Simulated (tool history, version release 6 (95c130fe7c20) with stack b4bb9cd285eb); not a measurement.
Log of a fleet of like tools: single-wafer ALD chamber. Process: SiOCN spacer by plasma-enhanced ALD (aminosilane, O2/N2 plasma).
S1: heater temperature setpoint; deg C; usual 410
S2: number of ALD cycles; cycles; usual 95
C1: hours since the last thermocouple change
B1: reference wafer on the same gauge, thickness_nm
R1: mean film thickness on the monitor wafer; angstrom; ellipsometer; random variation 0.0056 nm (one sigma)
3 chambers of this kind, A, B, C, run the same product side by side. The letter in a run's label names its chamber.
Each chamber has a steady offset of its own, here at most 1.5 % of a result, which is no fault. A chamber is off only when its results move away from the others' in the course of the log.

run   hour   S1   S2     C1      B1      R1
 1B    9.5  410   95     67  6.3991  55.542
 2C   18.6  410   95  311.5   6.398  55.916
 3A   29.2  410   95  436.2   6.397  56.111
 4B   40.8  410   95   98.3  6.3969  55.534
 5C   49.1  410   95    342  6.3935  55.977
 6A   59.9  410   95  466.9  6.3939  56.237
 7B   73.3  410  101  130.8  6.3936  59.122
 8A   81.7  410  101  488.7  6.3933  59.787
 9C   94.4  410  101  387.3  6.3934  59.512
10A  103.1  410   95  510.1  6.3903  56.293
11B  114.3  410   95  171.8  6.3896    55.5
12C  125.7  410   95  418.6  6.3887  55.952
13B  133.7  410   95  191.2  6.3875   55.51
14A  145.4  410   95  552.4  6.3869  56.228
15C  154.8  410   95  447.7  6.3857  55.875
16A  160.8  410   95  567.8  6.3843  56.131
17C  172.7  410   95  465.6  6.3853  55.902
18B  184.2  410   95  241.7  6.3828  55.514
19C    196  410   95  488.9  6.3814  55.801
20B  203.4  410   95  260.9  6.3819  55.503
21A  216.7  410   95  623.7  6.3806  56.107
22B  226.5  410   95    284  6.3803  55.419
23A  239.3  410   95  646.3  6.3795  56.054
24C  250.5  410   95  543.4  6.3768  55.788
25C  257.3  410   95  550.2  6.3768  55.908
26A  269.1  403   95  676.1  6.3761  57.318
27B  277.4  403   95  334.9  6.3774  56.574
28B  284.3  403   95  341.8  6.3742  56.599
29A  293.5  410   95  700.5  6.3737   56.02

Is one chamber off against the others, does the gauge drift, or is nothing wrong? If a chamber is off, say which, and what the likeliest cause is.

The gauge drifts, so all chambers seem to drift together. No chamber is off.
Cause: gauge reads low (%) = 0.414.
